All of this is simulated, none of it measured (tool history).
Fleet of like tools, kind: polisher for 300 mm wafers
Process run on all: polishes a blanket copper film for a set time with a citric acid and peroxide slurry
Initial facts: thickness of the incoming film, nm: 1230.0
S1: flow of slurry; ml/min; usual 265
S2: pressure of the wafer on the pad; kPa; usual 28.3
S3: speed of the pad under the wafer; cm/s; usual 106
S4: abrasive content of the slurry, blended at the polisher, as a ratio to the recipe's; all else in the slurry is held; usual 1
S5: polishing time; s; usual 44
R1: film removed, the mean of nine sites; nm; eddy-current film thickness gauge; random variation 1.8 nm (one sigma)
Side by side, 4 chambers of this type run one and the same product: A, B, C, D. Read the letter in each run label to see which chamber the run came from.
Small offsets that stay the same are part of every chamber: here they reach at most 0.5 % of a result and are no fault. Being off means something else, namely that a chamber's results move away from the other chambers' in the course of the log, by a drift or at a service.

run	hour	S1	S2	S3	S4	S5	R1
1D	5.7	265	28.3	106	1	44	138.63
# hour 6.1: chamber D: slurry nozzle cleaned
2B	10.2	265	28.3	106	1	44	137.48
3C	16	265	28.3	106	1	44	142.02
4A	24.8	265	28.3	106	1	44	139.95
# hour 26.1: chamber A: worn pad replaced by a new one
5B	29.4	265	28.3	106	1	44	140.23
6C	34.3	265	28.3	106	1	44	141.52
7D	43.6	265	28.3	106	1	44	139.85
8A	51.7	265	28.3	106	1	44	141.93
# hour 53.4: chamber B: worn pad replaced by a new one
# hour 57.7: chamber D: head pressure recalibrated
9D	60.3	265	28.3	130	1	50	193.46
# hour 62.8: chamber D: worn pad replaced by a new one
10B	66.4	265	28.3	130	1	50	195.47
# hour 67.4: chamber B: slurry blender recalibrated
11C	70.8	265	28.3	130	1	50	194.21
# hour 73.1: chamber A: slurry blender recalibrated
12A	75.9	265	28.3	130	1	50	194.54
13C	80.2	265	28.3	106	1.15	44	145.39
14B	85.4	265	28.3	106	1.15	44	144.58
15A	91.7	265	28.3	106	1.15	44	142.13
16D	100.5	265	28.3	106	1.15	44	145.67
17A	108.1	265	28.3	106	1	44	140.03
# hour 113.2: chamber A: worn pad replaced by a new one
# hour 117.5: chamber D: worn pad replaced by a new one
18C	117.9	265	28.3	106	1	44	139.96
# hour 125: chamber C: slurry blender recalibrated
19B	126.1	265	28.3	106	1	44	140.04
20D	136.1	265	28.3	106	1	44	137.95
# hour 136.4: chamber B: worn pad replaced by a new one
# hour 141: chamber C: slurry nozzle cleaned
21B	143.3	265	28.3	106	1	44	142.22
22A	151.1	265	28.3	106	1	44	140.03
23C	160.9	265	28.3	106	1	44	135.53
24D	166.6	265	28.3	106	1	44	137.5
25A	171.6	265	28.3	106	1	44	139.36
# hour 173.5: chamber D: worn pad replaced by a new one
26D	177.6	265	28.3	106	1	44	138.86
# hour 180.9: chamber A: slurry blender recalibrated
27B	186.7	265	28.3	140	0.75	44	174.12
28C	192.9	265	28.3	140	0.75	44	165.83
29A	198.2	265	28.3	140	0.75	44	168.39
# hour 203.1: chamber A: worn pad replaced by a new one
30D	205.2	265	28.3	140	0.75	44	168.96
# hour 213.2: chamber A: slurry nozzle cleaned
31C	213.9	265	28.3	106	1	44	130.72
# hour 221.5: chamber B: worn pad replaced by a new one
32B	222.8	265	28.3	106	1	44	139.01
33D	228.6	265	28.3	106	1	44	140.62
34B	234.4	265	28.3	106	1	44	138.47
# hour 236: chamber D: worn pad replaced by a new one
35C	241.5	265	28.3	106	1	44	130.62
36A	250.3	265	28.3	106	1	44	142.26
37C	260	265	28.3	106	1	44	128.53
38A	268.7	205	28.3	106	1	44	137.28
39B	274.6	205	28.3	106	1	44	138.94
40D	283.7	205	28.3	106	1	44	135.83
# hour 288.5: chamber A: slurry blender recalibrated
41A	290.9	205	28.3	106	1	44	137.41

All chambers now run identical settings, listed one chamber a line with results as question marks. What results will each chamber show?
42A	298	265	28.3	106	1	44	?
42B	298	265	28.3	106	1	44	?
42C	298	265	28.3	106	1	44	?
42D	298	265	28.3	106	1	44	?

run	R1
42A	142.26
42B	140.55
42C	123.72
42D	139.19

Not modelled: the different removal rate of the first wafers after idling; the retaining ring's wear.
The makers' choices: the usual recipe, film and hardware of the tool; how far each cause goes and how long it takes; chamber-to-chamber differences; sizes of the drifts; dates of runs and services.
